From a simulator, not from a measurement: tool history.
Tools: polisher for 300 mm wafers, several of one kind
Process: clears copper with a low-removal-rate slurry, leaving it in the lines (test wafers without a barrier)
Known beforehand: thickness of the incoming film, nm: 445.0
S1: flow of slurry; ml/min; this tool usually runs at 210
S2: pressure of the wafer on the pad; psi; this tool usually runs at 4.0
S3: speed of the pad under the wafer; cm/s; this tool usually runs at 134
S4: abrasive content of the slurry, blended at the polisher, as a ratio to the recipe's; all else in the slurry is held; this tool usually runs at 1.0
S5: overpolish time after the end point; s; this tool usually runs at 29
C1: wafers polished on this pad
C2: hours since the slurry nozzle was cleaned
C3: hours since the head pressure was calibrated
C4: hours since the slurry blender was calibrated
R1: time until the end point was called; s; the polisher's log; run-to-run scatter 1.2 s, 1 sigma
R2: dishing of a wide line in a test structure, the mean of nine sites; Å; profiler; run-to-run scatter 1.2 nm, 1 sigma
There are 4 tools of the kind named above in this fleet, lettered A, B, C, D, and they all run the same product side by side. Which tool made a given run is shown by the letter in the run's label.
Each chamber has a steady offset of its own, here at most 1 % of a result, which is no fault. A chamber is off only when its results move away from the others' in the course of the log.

{"hour": 0.1, "done": "chamber D: worn pad replaced by a new one"}
{"run": "1B", "hour": 3.9, "S1": 210, "S2": 4.0, "S3": 134, "S4": 1.0, "S5": 29, "C1": 347, "C2": 694.8, "C3": 84.2, "C4": 216.2, "R1": 86.213, "R2": 695.93}
{"run": "2C", "hour": 10.1, "S1": 210, "S2": 4.0, "S3": 134, "S4": 1.0, "S5": 29, "C1": 360, "C2": 212.6, "C3": 121.2, "C4": 46.4, "R1": 85.945, "R2": 690.43}
{"run": "3A", "hour": 14.6, "S1": 210, "S2": 4.0, "S3": 134, "S4": 1.0, "S5": 29, "C1": 475, "C2": 287.1, "C3": 52.8, "C4": 122.1, "R1": 84.302, "R2": 688.42}
{"run": "4D", "hour": 22.2, "S1": 210, "S2": 4.0, "S3": 134, "S4": 1.0, "S5": 29, "C1": 236, "C2": 243.2, "C3": 962.9, "C4": 72.9, "R1": 84.579, "R2": 687.99}
{"hour": 25.9, "done": "chamber D: slurry nozzle cleaned"}
{"run": "5D", "hour": 28.7, "S1": 140, "S2": 4.0, "S3": 134, "S4": 1.0, "S5": 29, "C1": 305, "C2": 2.9, "C3": 969.4, "C4": 79.4, "R1": 89.891, "R2": 657.61}
{"run": "6B", "hour": 34.0, "S1": 140, "S2": 4.0, "S3": 134, "S4": 1.0, "S5": 29, "C1": 668, "C2": 724.9, "C3": 114.3, "C4": 246.3, "R1": 89.947, "R2": 651.68}
{"run": "7A", "hour": 39.5, "S1": 140, "S2": 4.0, "S3": 134, "S4": 1.0, "S5": 29, "C1": 740, "C2": 312.0, "C3": 77.7, "C4": 147.0, "R1": 90.453, "R2": 660.13}
{"run": "8C", "hour": 46.7, "S1": 140, "S2": 4.0, "S3": 134, "S4": 1.0, "S5": 29, "C1": 750, "C2": 249.2, "C3": 157.8, "C4": 83.0, "R1": 90.065, "R2": 666.93}
{"hour": 50.9, "done": "chamber C: worn pad replaced by a new one"}
{"run": "9A", "hour": 53.3, "S1": 210, "S2": 4.0, "S3": 178, "S4": 1.0, "S5": 29, "C1": 887, "C2": 325.8, "C3": 91.5, "C4": 160.8, "R1": 63.887, "R2": 771.53}
{"run": "10D", "hour": 60.8, "S1": 210, "S2": 4.0, "S3": 178, "S4": 1.0, "S5": 29, "C1": 647, "C2": 35.0, "C3": 1001.5, "C4": 111.5, "R1": 64.172, "R2": 776.44}
{"run": "11C", "hour": 66.0, "S1": 210, "S2": 4.0, "S3": 178, "S4": 1.0, "S5": 29, "C1": 161, "C2": 268.5, "C3": 177.1, "C4": 102.3, "R1": 64.625, "R2": 793.51}
{"run": "12B", "hour": 69.8, "S1": 210, "S2": 4.0, "S3": 178, "S4": 1.0, "S5": 29, "C1": 1049, "C2": 760.7, "C3": 150.1, "C4": 282.1, "R1": 62.999, "R2": 760.87}
{"run": "13D", "hour": 74.1, "S1": 210, "S2": 4.0, "S3": 134, "S4": 1.0, "S5": 29, "C1": 788, "C2": 48.3, "C3": 1014.8, "C4": 124.8, "R1": 87.811, "R2": 673.42}
{"run": "14A", "hour": 79.0, "S1": 210, "S2": 4.0, "S3": 134, "S4": 1.0, "S5": 29, "C1": 1161, "C2": 351.5, "C3": 117.2, "C4": 186.5, "R1": 84.95, "R2": 663.73}
{"hour": 85.3, "done": "chamber C: slurry blender recalibrated"}
{"run": "15C", "hour": 86.4, "S1": 210, "S2": 4.0, "S3": 134, "S4": 1.0, "S5": 29, "C1": 378, "C2": 288.9, "C3": 197.5, "C4": 1.2, "R1": 85.465, "R2": 666.77}
{"run": "16B", "hour": 92.1, "S1": 210, "S2": 4.0, "S3": 134, "S4": 1.0, "S5": 29, "C1": 1287, "C2": 783.0, "C3": 172.4, "C4": 304.4, "R1": 85.726, "R2": 654.21}
{"hour": 92.6, "done": "chamber B: worn pad replaced by a new one"}
{"run": "17C", "hour": 96.4, "S1": 210, "S2": 4.0, "S3": 134, "S4": 1.0, "S5": 29, "C1": 484, "C2": 298.9, "C3": 207.5, "C4": 11.2, "R1": 84.539, "R2": 677.46}
{"run": "18A", "hour": 103.6, "S1": 210, "S2": 4.0, "S3": 134, "S4": 1.0, "S5": 29, "C1": 1423, "C2": 376.1, "C3": 141.8, "C4": 211.1, "R1": 85.668, "R2": 682.55}
{"hour": 108.2, "done": "chamber D: slurry blender recalibrated"}
{"run": "19B", "hour": 109.6, "S1": 210, "S2": 4.0, "S3": 134, "S4": 1.0, "S5": 29, "C1": 181, "C2": 800.5, "C3": 189.9, "C4": 321.9, "R1": 84.779, "R2": 680.35}
{"run": "20D", "hour": 116.6, "S1": 210, "S2": 4.0, "S3": 134, "S4": 1.0, "S5": 29, "C1": 1241, "C2": 90.8, "C3": 1057.3, "C4": 8.5, "R1": 84.638, "R2": 691.09}
{"hour": 118.3, "done": "chamber A: worn pad replaced by a new one"}
{"hour": 119.8, "done": "chamber C: worn pad replaced by a new one"}
{"run": "21A", "hour": 122.0, "S1": 260, "S2": 4.0, "S3": 134, "S4": 1.0, "S5": 29, "C1": 39, "C2": 394.5, "C3": 160.2, "C4": 229.5, "R1": 84.951, "R2": 689.22}
{"hour": 122.1, "done": "chamber B: slurry nozzle cleaned"}
{"hour": 124.6, "done": "chamber D: worn pad replaced by a new one"}
{"run": "22D", "hour": 127.7, "S1": 260, "S2": 4.0, "S3": 134, "S4": 1.0, "S5": 29, "C1": 33, "C2": 101.9, "C3": 1068.4, "C4": 19.6, "R1": 83.927, "R2": 684.45}
{"run": "23B", "hour": 135.1, "S1": 260, "S2": 4.0, "S3": 134, "S4": 1.0, "S5": 29, "C1": 453, "C2": 13.1, "C3": 215.4, "C4": 347.4, "R1": 83.236, "R2": 679.59}
{"run": "24C", "hour": 139.2, "S1": 260, "S2": 4.0, "S3": 134, "S4": 1.0, "S5": 29, "C1": 206, "C2": 341.7, "C3": 250.3, "C4": 54.0, "R1": 83.529, "R2": 691.06}
{"run": "25A", "hour": 143.3, "S1": 210, "S2": 3.3, "S3": 134, "S4": 0.9, "S5": 29, "C1": 266, "C2": 415.8, "C3": 181.5, "C4": 250.8, "R1": 109.85, "R2": 591.27}
{"run": "26D", "hour": 149.8, "S1": 210, "S2": 3.3, "S3": 134, "S4": 0.9, "S5": 29, "C1": 268, "C2": 124.0, "C3": 1090.5, "C4": 41.7, "R1": 104.3, "R2": 602.48}
{"run": "27C", "hour": 153.6, "S1": 210, "S2": 3.3, "S3": 134, "S4": 0.9, "S5": 29, "C1": 360, "C2": 356.1, "C3": 264.7, "C4": 68.4, "R1": 106.03, "R2": 602.45}
{"hour": 157.4, "done": "chamber A: slurry nozzle cleaned"}
{"run": "28B", "hour": 159.2, "S1": 210, "S2": 3.3, "S3": 134, "S4": 0.9, "S5": 29, "C1": 709, "C2": 37.2, "C3": 239.5, "C4": 371.5, "R1": 106.1, "R2": 589.17}
{"run": "29B", "hour": 163.8, "S1": 210, "S2": 4.0, "S3": 134, "S4": 1.0, "S5": 29, "C1": 758, "C2": 41.8, "C3": 244.1, "C4": 376.1, "R1": 86.754, "R2": 690.05}
{"run": "30D", "hour": 170.4, "S1": 210, "S2": 4.0, "S3": 134, "S4": 1.0, "S5": 29, "C1": 488, "C2": 144.6, "C3": 1111.1, "C4": 62.3, "R1": 85.297, "R2": 705.98}
{"run": "31C", "hour": 176.8, "S1": 210, "S2": 4.0, "S3": 134, "S4": 1.0, "S5": 29, "C1": 607, "C2": 379.3, "C3": 287.9, "C4": 91.6, "R1": 84.647, "R2": 661.22}
{"run": "32A", "hour": 180.6, "S1": 210, "S2": 4.0, "S3": 134, "S4": 1.0, "S5": 29, "C1": 664, "C2": 23.2, "C3": 218.8, "C4": 288.1, "R1": 88.289, "R2": 658.99}
{"hour": 183.9, "done": "chamber C: worn pad replaced by a new one"}
{"run": "33C", "hour": 187.0, "S1": 210, "S2": 4.0, "S3": 134, "S4": 1.0, "S5": 29, "C1": 33, "C2": 389.5, "C3": 298.1, "C4": 101.8, "R1": 87.205, "R2": 683.87}
{"run": "34B", "hour": 192.2, "S1": 210, "S2": 4.0, "S3": 134, "S4": 1.0, "S5": 29, "C1": 1061, "C2": 70.2, "C3": 272.5, "C4": 404.5, "R1": 82.62, "R2": 676.83}
{"run": "35A", "hour": 196.1, "S1": 210, "S2": 4.0, "S3": 162, "S4": 1.1, "S5": 29, "C1": 829, "C2": 38.7, "C3": 234.3, "C4": 303.6, "R1": 73.891, "R2": 734.45}
{"run": "36D", "hour": 202.6, "S1": 210, "S2": 4.0, "S3": 162, "S4": 1.1, "S5": 29, "C1": 831, "C2": 176.8, "C3": 1143.3, "C4": 94.5, "R1": 67.999, "R2": 742.48}
{"run": "37D", "hour": 207.8, "S1": 210, "S2": 4.0, "S3": 162, "S4": 1.1, "S5": 29, "C1": 886, "C2": 182.0, "C3": 1148.5, "C4": 99.7, "R1": 68.282, "R2": 755.41}
{"hour": 210.7, "done": "chamber B: slurry blender recalibrated"}
{"run": "38C", "hour": 214.3, "S1": 210, "S2": 4.0, "S3": 162, "S4": 1.1, "S5": 29, "C1": 324, "C2": 416.8, "C3": 325.4, "C4": 129.1, "R1": 68.862, "R2": 739.62}
{"run": "39B", "hour": 219.6, "S1": 210, "S2": 4.0, "S3": 134, "S4": 1.0, "S5": 29, "C1": 1353, "C2": 97.6, "C3": 299.9, "C4": 9.0, "R1": 86.118, "R2": 689.65}

Next, every chamber runs the same settings. What will each give?
{"run": "40A", "hour": 225.3, "S1": 210, "S2": 3.2, "S3": 134, "S4": 1.0, "S5": 29, "R1": "?", "R2": "?"}
{"run": "40B", "hour": 225.3, "S1": 210, "S2": 3.2, "S3": 134, "S4": 1.0, "S5": 29, "R1": "?", "R2": "?"}
{"run": "40C", "hour": 225.3, "S1": 210, "S2": 3.2, "S3": 134, "S4": 1.0, "S5": 29, "R1": "?", "R2": "?"}
{"run": "40D", "hour": 225.3, "S1": 210, "S2": 3.2, "S3": 134, "S4": 1.0, "S5": 29, "R1": "?", "R2": "?"}

run=40A R1=115.930 R2=565.10
run=40B R1=104.700 R2=594.09
run=40C R1=106.530 R2=600.70
run=40D R1=106.520 R2=600.59
